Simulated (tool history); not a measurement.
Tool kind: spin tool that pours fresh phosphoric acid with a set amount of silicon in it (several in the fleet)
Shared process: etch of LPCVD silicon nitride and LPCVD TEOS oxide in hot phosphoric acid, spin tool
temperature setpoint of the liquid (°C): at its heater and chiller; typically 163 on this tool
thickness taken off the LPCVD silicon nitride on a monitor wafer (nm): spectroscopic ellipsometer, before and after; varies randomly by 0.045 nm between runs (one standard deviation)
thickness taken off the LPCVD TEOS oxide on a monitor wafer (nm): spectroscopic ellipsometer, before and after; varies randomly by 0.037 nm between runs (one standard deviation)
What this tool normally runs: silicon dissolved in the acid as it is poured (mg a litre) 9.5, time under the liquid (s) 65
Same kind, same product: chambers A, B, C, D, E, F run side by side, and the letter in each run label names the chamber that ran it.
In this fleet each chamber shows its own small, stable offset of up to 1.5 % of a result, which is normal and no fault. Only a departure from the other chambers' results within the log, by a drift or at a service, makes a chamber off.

run,hour,temperature setpoint of the liquid (°C),silicon dissolved in the acid as it is poured (mg a litre),time under the liquid (s),"read-back film thickness of the LPCVD silicon nitride reference wafer, read on the same gauge (nm)","read-back film thickness of the LPCVD TEOS oxide reference wafer, read on the same gauge (nm)",thickness taken off the LPCVD silicon nitride on a monitor wafer (nm),thickness taken off the LPCVD TEOS oxide on a monitor wafer (nm)
1D,2.8,163,9.5,65,40.004,49.998,6.3512,0.29705
2A,6.9,163,9.5,65,39.992,50.003,6.1522,0.30705
3C,10.2,163,9.5,65,39.973,50.019,6.2269,0.29876
4B,14.3,163,9.5,65,40.001,50.032,6.1648,0.28544
5E,18.9,163,9.5,65,39.983,49.997,6.1739,0.32297
6F,22.4,163,9.5,65,40.003,49.981,6.2229,0.32511
7B,25.1,163,9.5,65,39.990,50.006,6.2085,0.27465
8F,29.8,163,9.5,65,39.976,50.007,6.2043,0.25996
9C,32.6,163,9.5,65,40.008,50.008,6.2578,0.32079
10E,36.1,163,9.5,65,40.015,50.000,6.1994,0.31130
# hour 36.8: chamber C: heated supply line repaired
11D,40.2,163,9.5,65,39.952,50.008,6.1965,0.26396
12A,44.6,163,9.5,65,39.993,50.048,6.1747,0.22185
13E,48.7,163,9.5,65,40.016,50.016,6.1337,0.31448
14A,52.2,163,9.5,65,39.977,49.987,6.1276,0.30140
15D,57.1,163,9.5,65,40.020,50.013,6.2073,0.25619
16C,59.7,163,9.5,65,39.987,49.991,6.2116,0.27312
17B,64.5,163,9.5,65,39.979,50.033,6.1889,0.22015
18F,67.5,163,9.5,65,39.997,50.020,6.1765,0.28402
# hour 69.6: chamber E: heated supply line repaired
19B,71.1,163,9.5,35,39.993,49.967,3.3111,0.15505
20A,75.9,163,9.5,35,40.001,50.032,3.3242,0.17183
21D,79.7,163,9.5,35,40.004,49.991,3.3827,0.14098
22F,84.5,163,9.5,35,39.984,50.010,3.2999,0.14905
23C,89.0,163,9.5,35,40.004,49.988,3.3304,0.15858
24E,91.3,163,9.5,35,39.991,50.021,3.3385,0.10507
25C,94.6,163,9.5,65,40.016,50.001,6.2161,0.28363
# hour 96.1: chamber A: dissolved silicon flow meter replaced
26D,97.4,163,9.5,65,40.009,50.002,6.2691,0.29024
27B,100.0,163,9.5,65,39.966,50.018,6.1297,0.26641
28A,102.3,163,9.5,65,39.993,49.977,6.1617,0.26539
29F,107.3,163,9.5,65,39.975,49.997,6.2235,0.32449
30E,111.0,163,9.5,65,40.015,49.992,6.1663,0.31201
31D,113.7,163,9.5,50,39.990,50.001,4.7611,0.22591
32E,117.9,163,9.5,50,40.005,49.968,4.7616,0.20858
33F,122.4,163,9.5,50,39.982,50.008,4.7891,0.24892
34A,125.2,163,9.5,50,39.980,50.024,4.7216,0.21651
35C,129.4,163,9.5,50,40.007,50.016,4.7521,0.26993
36B,132.8,163,9.5,50,39.967,50.038,4.7482,0.23495
37F,135.7,163,9.5,65,40.004,50.001,6.2553,0.30791
38E,138.4,163,9.5,65,40.000,49.994,6.2476,0.27854

Which is it: a chamber that has drifted or been left off by a service, a gauge drift common to all chambers, or only each chamber's usual small offset? If a chamber is off, name it and its likeliest cause.

Neither any chamber nor the gauge drifts; the chambers differ only by their own small, steady offsets.
